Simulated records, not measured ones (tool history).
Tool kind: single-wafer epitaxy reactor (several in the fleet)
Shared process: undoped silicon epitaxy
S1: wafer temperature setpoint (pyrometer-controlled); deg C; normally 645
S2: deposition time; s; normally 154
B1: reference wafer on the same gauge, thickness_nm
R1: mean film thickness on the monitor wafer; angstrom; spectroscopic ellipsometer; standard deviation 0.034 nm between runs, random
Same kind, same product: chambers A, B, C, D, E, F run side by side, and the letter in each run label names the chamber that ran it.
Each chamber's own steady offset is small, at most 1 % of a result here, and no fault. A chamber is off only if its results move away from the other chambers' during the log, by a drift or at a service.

run,hour,S1,S2,B1,R1
1B,11.2,645,154,23.202,233.01
2C,22.3,645,154,23.215,231.94
3E,31.0,645,154,23.203,231.87
4A,43.4,645,154,23.218,234.65
5D,54.5,645,154,23.223,234.23
6F,65.7,645,154,23.213,232.14
7A,78.6,656,130,23.228,252.08
8B,86.0,656,130,23.238,250.66
# hour 87.7: chamber C: pyrometer calibrated
9D,95.7,656,130,23.228,250.91
10F,107.2,656,130,23.244,248.65
11E,114.9,656,130,23.233,248.91
12C,123.2,656,130,23.233,248.39
13B,129.6,645,154,23.247,232.81
14E,142.6,645,154,23.245,232.92
15C,152.1,645,154,23.249,232.10
16A,165.2,645,154,23.257,235.29
17D,172.6,645,154,23.259,234.47
18F,184.7,645,154,23.265,232.27
19C,195.4,645,154,23.269,232.27
20D,207.7,645,154,23.269,234.84
21B,215.6,645,154,23.267,233.56
22A,228.8,645,154,23.279,234.82
23F,238.3,656,154,23.278,295.82
24E,249.1,656,154,23.285,295.11
25B,259.5,656,154,23.287,297.27
26F,272.6,656,154,23.297,295.60
27D,279.6,656,154,23.290,298.07
28C,291.6,656,154,23.301,295.20
29E,298.0,645,154,23.300,233.02
30A,310.3,645,154,23.308,235.38
31E,322.2,645,130,23.298,197.47
32A,334.9,645,130,23.322,199.03
33B,344.2,645,130,23.310,197.61
# hour 346.2: chamber A: pyrometer calibrated
34C,350.6,645,130,23.316,196.76
35F,360.5,645,130,23.320,196.57
36D,374.4,645,130,23.330,198.76
37D,387.8,645,154,23.323,235.73
38C,394.1,645,154,23.329,233.07
39F,401.8,645,154,23.339,233.40
40A,409.8,650,138,23.335,235.37

Has any chamber moved away from the others, gradually or after a service, or does the common gauge drift, or do the chambers differ only by their own small steady offsets? State the chamber and the most likely cause if one applies.

The gauge drifts, so all chambers seem to drift together. No chamber is off.
Likeliest cause: gauge reads high (%) = 0.598.
